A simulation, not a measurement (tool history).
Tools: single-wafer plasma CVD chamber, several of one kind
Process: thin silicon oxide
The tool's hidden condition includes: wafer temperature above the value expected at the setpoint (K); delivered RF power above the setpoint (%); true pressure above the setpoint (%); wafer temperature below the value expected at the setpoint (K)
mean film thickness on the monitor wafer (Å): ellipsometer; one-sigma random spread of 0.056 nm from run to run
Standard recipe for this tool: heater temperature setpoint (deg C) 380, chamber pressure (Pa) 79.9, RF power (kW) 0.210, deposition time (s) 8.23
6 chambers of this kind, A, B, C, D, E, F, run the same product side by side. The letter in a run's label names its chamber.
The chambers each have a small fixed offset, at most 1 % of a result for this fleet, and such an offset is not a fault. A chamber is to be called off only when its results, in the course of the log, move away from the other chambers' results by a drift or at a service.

run   hour  heater temperature setpoint (deg C)  chamber pressure (Pa)  RF power (kW)  deposition time (s)  hours since the last thermocouple change  hours since the last RF generator calibration  hours since the last manometer calibration  read-back reference wafer on the same gauge, thickness_nm  mean film thickness on the monitor wafer (Å)
 1A    4.3                                  380                   79.9          0.210                 8.23                                     820.7                                          112.8                                       408.6                                                     10.235                                        98.058
 2C    8.5                                  380                   79.9          0.210                 8.23                                     489.5                                          584.4                                       881.3                                                     10.240                                        96.603
 3D   16.3                                  380                   79.9          0.210                 8.23                                    1974.9                                         1054.8                                       964.9                                                     10.239                                        94.842
 4E   23.2                                  380                   79.9          0.210                 8.23                                    1087.4                                         1814.7                                       260.7                                                     10.235                                        96.551
 5B   29.8                                  380                   79.9          0.210                 8.23                                    1013.1                                          954.6                                       303.6                                                     10.249                                        96.369
 6F   36.7                                  380                   79.9          0.210                 8.23                                    1744.0                                         1794.0                                      1063.6                                                     10.236                                        97.401
 7F   45.5                                  380                   79.9          0.210                 8.23                                    1752.8                                         1802.8                                      1072.4                                                     10.244                                        96.909
 8C   51.0                                  380                   79.9          0.210                 8.23                                     532.0                                          626.9                                       923.8                                                     10.233                                        97.301
      57.1  -- chamber F: thermocouple changed; heater temperature recalibrated
 9D   57.6                                  380                   79.9          0.210                 8.23                                    2016.2                                         1096.1                                      1006.2                                                     10.220                                        95.936
10A   66.3                                  380                   79.9          0.210                 8.23                                     882.7                                          174.8                                       470.6                                                     10.234                                        97.800
11E   74.3                                  380                   79.9          0.210                 8.23                                    1138.5                                         1865.8                                       311.8                                                     10.231                                        97.452
12B   83.0                                  380                   79.9          0.210                 8.23                                    1066.3                                         1007.8                                       356.8                                                     10.253                                        96.803
13C   88.5                                  380                   79.9          0.210                 8.23                                     569.5                                          664.4                                       961.3                                                     10.255                                        97.271
14B   96.1                                  380                   79.9          0.210                 8.23                                    1079.4                                         1020.9                                       369.9                                                     10.249                                        96.046
15A  104.9                                  380                   79.9          0.210                 8.23                                     921.3                                          213.4                                       509.2                                                     10.251                                        97.045
16F  113.0                                  367                   79.9          0.210                 8.23                                      55.9                                         1870.3                                      1139.9                                                     10.233                                        98.235
17E  121.5                                  367                   79.9          0.210                 8.23                                    1185.7                                         1913.0                                       359.0                                                     10.241                                        96.591
18D  128.8                                  367                   79.9          0.210                 8.23                                    2087.4                                         1167.3                                      1077.4                                                     10.248                                        96.586
19E  134.3                                  367                   79.9          0.210                 8.23                                    1198.5                                         1925.8                                       371.8                                                     10.237                                        97.615
20D  142.6                                  367                   79.9          0.210                 8.23                                    2101.2                                         1181.1                                      1091.2                                                     10.240                                        96.014
21F  150.2                                  367                   79.9          0.210                 8.23                                      93.1                                         1907.5                                      1177.1                                                     10.241                                        97.329
22B  155.9                                  380                   79.9          0.210                 8.23                                    1139.2                                         1080.7                                       429.7                                                     10.239                                        96.698
23A  161.1                                  380                   79.9          0.210                 8.23                                     977.5                                          269.6                                       565.4                                                     10.232                                        97.629
24C  167.0                                  380                   79.9          0.210                 8.23                                     648.0                                          742.9                                      1039.8                                                     10.227                                        97.033
25A  174.9                                  380                   79.9          0.210                 8.23                                     991.3                                          283.4                                       579.2                                                     10.242                                        98.978
26E  179.7                                  380                   79.9          0.210                 8.23                                    1243.9                                         1971.2                                       417.2                                                     10.254                                        96.703
27C  185.2                                  380                   62.5          0.210                 7.12                                     666.2                                          761.1                                      1058.0                                                     10.247                                        64.093
28B  191.4                                  380                   62.5          0.210                 7.12                                    1174.7                                         1116.2                                       465.2                                                     10.221                                        63.429
29F  200.3                                  380                   62.5          0.210                 7.12                                     143.2                                         1957.6                                      1227.2                                                     10.226                                        63.781
30D  207.4                                  380                   62.5          0.210                 7.12                                    2166.0                                         1245.9                                      1156.0                                                     10.244                                        62.768
31C  212.2                                  380                   62.5          0.210                 7.12                                     693.2                                          788.1                                      1085.0                                                     10.244                                        64.257
32E  217.8                                  380                   62.5          0.210                 7.12                                    1282.0                                         2009.3                                       455.3                                                     10.257                                        63.535
33D  224.1                                  380                   79.9          0.210                 8.23                                    2182.7                                         1262.6                                      1172.7                                                     10.226                                        95.790
34B  231.6                                  380                   79.9          0.210                 8.23                                    1214.9                                         1156.4                                       505.4                                                     10.252                                        95.682
35F  240.6                                  380                   79.9          0.210                 8.23                                     183.5                                         1997.9                                      1267.5                                                     10.229                                        96.924
36A  248.9                                  393                   96.1          0.210                 8.23                                    1065.3                                          357.4                                       653.2                                                     10.242                                       120.790
37B  255.5                                  393                   96.1          0.210                 8.23                                    1238.8                                         1180.3                                       529.3                                                     10.235                                       116.290
38E  261.8                                  393                   96.1          0.210                 8.23                                    1326.0                                         2053.3                                       499.3                                                     10.242                                       117.120
39A  270.5                                  393                   96.1          0.210                 8.23                                    1086.9                                          379.0                                       674.8                                                     10.226                                       120.440
40D  275.0                                  393                   96.1          0.210                 8.23                                    2233.6                                         1313.5                                      1223.6                                                     10.246                                       114.430
41C  280.3                                  393                   96.1          0.210                 8.23                                     761.3                                          856.2                                      1153.1                                                     10.260                                       114.610

Predict what each chamber gives when all 6 of them run the settings below next.
42A  287.1                                  392                   79.9          0.210                 8.23                                                                                                                                                                                                                                             ?
42B  287.1                                  392                   79.9          0.210                 8.23                                                                                                                                                                                                                                             ?
42C  287.1                                  392                   79.9          0.210                 8.23                                                                                                                                                                                                                                             ?
42D  287.1                                  392                   79.9          0.210                 8.23                                                                                                                                                                                                                                             ?
42E  287.1                                  392                   79.9          0.210                 8.23                                                                                                                                                                                                                                             ?
42F  287.1                                  392                   79.9          0.210                 8.23                                                                                                                                                                                                                                             ?

run  mean film thickness on the monitor wafer (Å)
42A                                        99.658
42B                                        95.546
42C                                        96.255
42D                                        95.706
42E                                        95.379
42F                                        96.450
